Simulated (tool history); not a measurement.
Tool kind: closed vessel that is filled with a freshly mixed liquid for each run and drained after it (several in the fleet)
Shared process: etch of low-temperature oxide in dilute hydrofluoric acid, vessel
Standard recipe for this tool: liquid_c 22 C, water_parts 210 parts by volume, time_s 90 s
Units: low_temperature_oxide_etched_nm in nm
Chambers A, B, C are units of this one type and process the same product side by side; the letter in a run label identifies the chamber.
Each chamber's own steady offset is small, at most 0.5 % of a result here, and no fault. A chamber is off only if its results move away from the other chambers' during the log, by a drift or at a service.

run   hour  liquid_c  water_parts  time_s  read-back film thickness of the low-temperature oxide reference wafer, read on the same gauge (nm)  low_temperature_oxide_etched_nm
 1A    9.1        22          210      90                                                                                              119.98                           8.6142
 2C   18.9        22          210      90                                                                                              120.06                           8.4552
 3B   29.8        22          210      90                                                                                              119.96                           8.5663
 4C   36.7        22          210      90                                                                                              120.03                           8.3488
 5A   42.8        22          210      90                                                                                                 120                           8.3046
 6B   49.6        22          210      90                                                                                              119.99                           8.6247
 7B   59.7        22          210      90                                                                                              120.01                            8.619
 8C   64.5        22          210      90                                                                                              120.02                           8.3528
 9A   71.5        22          210      90                                                                                              120.02                            8.567
10C   76.6        22          210      90                                                                                              119.96                           8.4389
11B   82.3        22          210      90                                                                                              119.98                           8.4606
12A   88.9        22          210      90                                                                                              119.96                           8.3282
13A   94.3        22          250      70                                                                                              119.97                           5.3757
14B   99.2        22          250      70                                                                                              119.98                           5.3964
15C  105.1        22          250      70                                                                                                 120                           5.2497
16A  114.2        22          210      90                                                                                              120.03                           8.5445
17B  119.6        22          210      90                                                                                              119.99                           8.5023
18C  128.3        22          210      90                                                                                              120.01                            8.483
19A  136.9        22          210      90                                                                                                 120                           8.5129
20C  146.7        22          210      90                                                                                              119.96                           8.6378
21B  157.5        22          210      90                                                                                              119.99                           8.4637
22B  166.8        22          210      90                                                                                              120.01                           8.5465
23A  173.4        22          210      90                                                                                              119.96                           8.4981
24C  178.6        22          210      90                                                                                              119.98                           8.8773
25A  184.5        22          210      90                                                                                              120.03                           8.4123
26C  195.6        22          210      90                                                                                              120.02                           8.7225
27B  206.4        22          210      90                                                                                              120.02                           8.6218
28C  216.9        22          210      90                                                                                              119.97                            8.789
29A  225.8        17          210      90                                                                                              119.97                           7.0942
30B  231.7        17          210      90                                                                                              120.04                            7.126
31B  242.5        17          210      90                                                                                              120.02                           6.9537
32C  247.5        22          210      90                                                                                              119.95                           8.9452
33A  256.2        22          210      90                                                                                              120.03                           8.4513
34A  261.9        22          210      90                                                                                              120.02                           8.5267
35B  270.8        22          210      90                                                                                              120.01                           8.5055
36C  281.5        22          210      90                                                                                              119.98                           8.9552
     282.8  -- chamber B: thermometer replaced
37A  286.4        22          210      90                                                                                              119.97                           8.5135
38B  292.1        22          210      90                                                                                              119.98                           8.5299
39C    301        22          210      90                                                                                              119.97                           9.2335
40A  307.7        22          210      90                                                                                              119.98                           8.5736
41C  318.8        22          160      70                                                                                                 120                           9.9054

For the next run the whole fleet of 3 chambers uses the same settings. Give each chamber's results:
42A  326.7        22          210      90                                                                                                                                    ?
42B  326.7        22          210      90                                                                                                                                    ?
42C  326.7        22          210      90                                                                                                                                    ?

run  low_temperature_oxide_etched_nm
42A                           8.4699
42B                            8.569
42C                            9.068
